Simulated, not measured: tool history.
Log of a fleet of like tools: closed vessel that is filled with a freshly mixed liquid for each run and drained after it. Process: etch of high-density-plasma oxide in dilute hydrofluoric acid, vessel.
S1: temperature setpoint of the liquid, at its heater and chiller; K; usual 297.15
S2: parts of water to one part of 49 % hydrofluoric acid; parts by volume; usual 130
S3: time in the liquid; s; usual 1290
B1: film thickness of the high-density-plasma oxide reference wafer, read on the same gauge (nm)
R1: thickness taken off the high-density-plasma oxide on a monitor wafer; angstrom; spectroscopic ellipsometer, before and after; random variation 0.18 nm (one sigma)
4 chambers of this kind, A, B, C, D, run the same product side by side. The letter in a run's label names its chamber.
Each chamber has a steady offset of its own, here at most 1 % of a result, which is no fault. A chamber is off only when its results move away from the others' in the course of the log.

Run 1C, hour 7.5: usual settings; B1 69.997. Result: R1 525.40 angstrom.
At hour 12.2: chamber C: hydrofluoric acid flow meter replaced.
Run 2A, hour 14.4: usual settings; B1 70.013. Result: R1 527.75 angstrom.
Run 3B, hour 22.2: usual settings; B1 69.993. Result: R1 524.97 angstrom.
Run 4D, hour 28.7: usual settings; B1 70.004. Result: R1 526.66 angstrom.
Run 5D, hour 33.6: usual settings; B1 69.985. Result: R1 527.45 angstrom.
Run 6A, hour 38.0: usual settings; B1 69.977. Result: R1 530.98 angstrom.
Run 7C, hour 43.0: usual settings; B1 69.999. Result: R1 524.27 angstrom.
Run 8B, hour 49.1: usual settings; B1 70.002. Result: R1 531.61 angstrom.
At hour 51.4: chamber A: hydrofluoric acid flow meter replaced.
Run 9C, hour 52.7: usual settings; B1 69.979. Result: R1 524.18 angstrom.
Run 10D, hour 57.2: usual settings; B1 69.986. Result: R1 528.81 angstrom.
Run 11A, hour 62.3: usual settings; B1 70.008. Result: R1 534.28 angstrom.
Run 12B, hour 67.2: usual settings; B1 69.993. Result: R1 526.44 angstrom.
Run 13A, hour 71.5: usual settings but S3 895 s; B1 69.991. Result: R1 367.95 angstrom.
Run 14C, hour 75.8: usual settings but S3 895 s; B1 70.000. Result: R1 361.53 angstrom.
Run 15D, hour 81.0: usual settings but S3 895 s; B1 70.022. Result: R1 366.57 angstrom.
Run 16B, hour 87.3: usual settings but S3 895 s; B1 70.003. Result: R1 368.63 angstrom.
Run 17A, hour 93.3: usual settings but S1 294.65 K; B1 69.986. Result: R1 486.73 angstrom.
Run 18B, hour 99.0: usual settings but S1 294.65 K; B1 70.007. Result: R1 480.51 angstrom.
At hour 101.8: chamber D: hydrofluoric acid flow meter replaced.
Run 19D, hour 105.0: usual settings but S1 294.65 K; B1 70.001. Result: R1 478.48 angstrom.
Run 20C, hour 111.5: usual settings but S1 294.65 K; B1 70.002. Result: R1 477.48 angstrom.
Run 21C, hour 115.7: usual settings; B1 69.993. Result: R1 525.85 angstrom.
Run 22B, hour 122.5: usual settings; B1 70.004. Result: R1 528.62 angstrom.
Run 23A, hour 129.4: usual settings but S1 299.15 K, S2 165 parts by volume; B1 69.993. Result: R1 440.49 angstrom.
Run 24D, hour 134.0: usual settings but S1 299.15 K, S2 165 parts by volume; B1 69.978. Result: R1 434.72 angstrom.
Run 25D, hour 137.5: usual settings but S1 299.15 K, S2 165 parts by volume; B1 70.000. Result: R1 428.26 angstrom.
Run 26C, hour 144.6: usual settings but S1 299.15 K, S2 165 parts by volume; B1 69.995. Result: R1 428.90 angstrom.
Run 27A, hour 151.0: usual settings; B1 69.988. Result: R1 543.81 angstrom.
Run 28B, hour 155.8: usual settings; B1 70.033. Result: R1 528.50 angstrom.
Run 29D, hour 160.3: usual settings; B1 69.988. Result: R1 530.73 angstrom.
Run 30B, hour 167.6: usual settings; B1 70.016. Result: R1 528.17 angstrom.
Run 31C, hour 171.5: usual settings; B1 70.011. Result: R1 524.83 angstrom.
Run 32A, hour 177.1: usual settings but S3 705 s; B1 69.987. Result: R1 297.67 angstrom.
Run 33A, hour 181.4: usual settings but S3 705 s; B1 70.015. Result: R1 299.72 angstrom.
Run 34B, hour 185.0: usual settings but S3 705 s; B1 69.988. Result: R1 287.74 angstrom.
Run 35D, hour 191.2: usual settings but S3 705 s; B1 69.994. Result: R1 290.02 angstrom.
Run 36C, hour 195.2: usual settings; B1 70.007. Result: R1 522.59 angstrom.
Run 37B, hour 198.7: usual settings; B1 70.001. Result: R1 530.89 angstrom.

What goes on in this fleet: one chamber off, a drifting gauge, or nothing beyond the chambers' own small offsets? Name the chamber and the cause, if any.

Chamber A drifts away from the others.
Cause: liquid hotter than its thermometer reads (K) = 0.988.

Here are 4 candidates for chamber A's next run, each the usual settings with a change, their results left as question marks. Which one brings its results back in line with what the others give on the usual settings?
In line means no further than this from the other chambers' mean on the usual settings: R1 6.20 angstrom
Run 38A-1, hour 204.3: usual settings but S1 298.15 K. Result: R1 ?.
Run 38A-2, hour 204.3: usual settings but S3 1210 s. Result: R1 ?.
Run 38A-3, hour 204.3: usual settings but S2 125 parts by volume, S3 1320 s. Result: R1 ?.
Run 38A-4, hour 204.3: usual settings but S2 135 parts by volume. Result: R1 ?.

The other chambers' mean on the usual settings: R1 527.21 angstrom
  run      R1
38A-1  570.29
38A-2  515.26
38A-3  588.51
38A-4  525.46
38A-4 brings the chamber back in line.
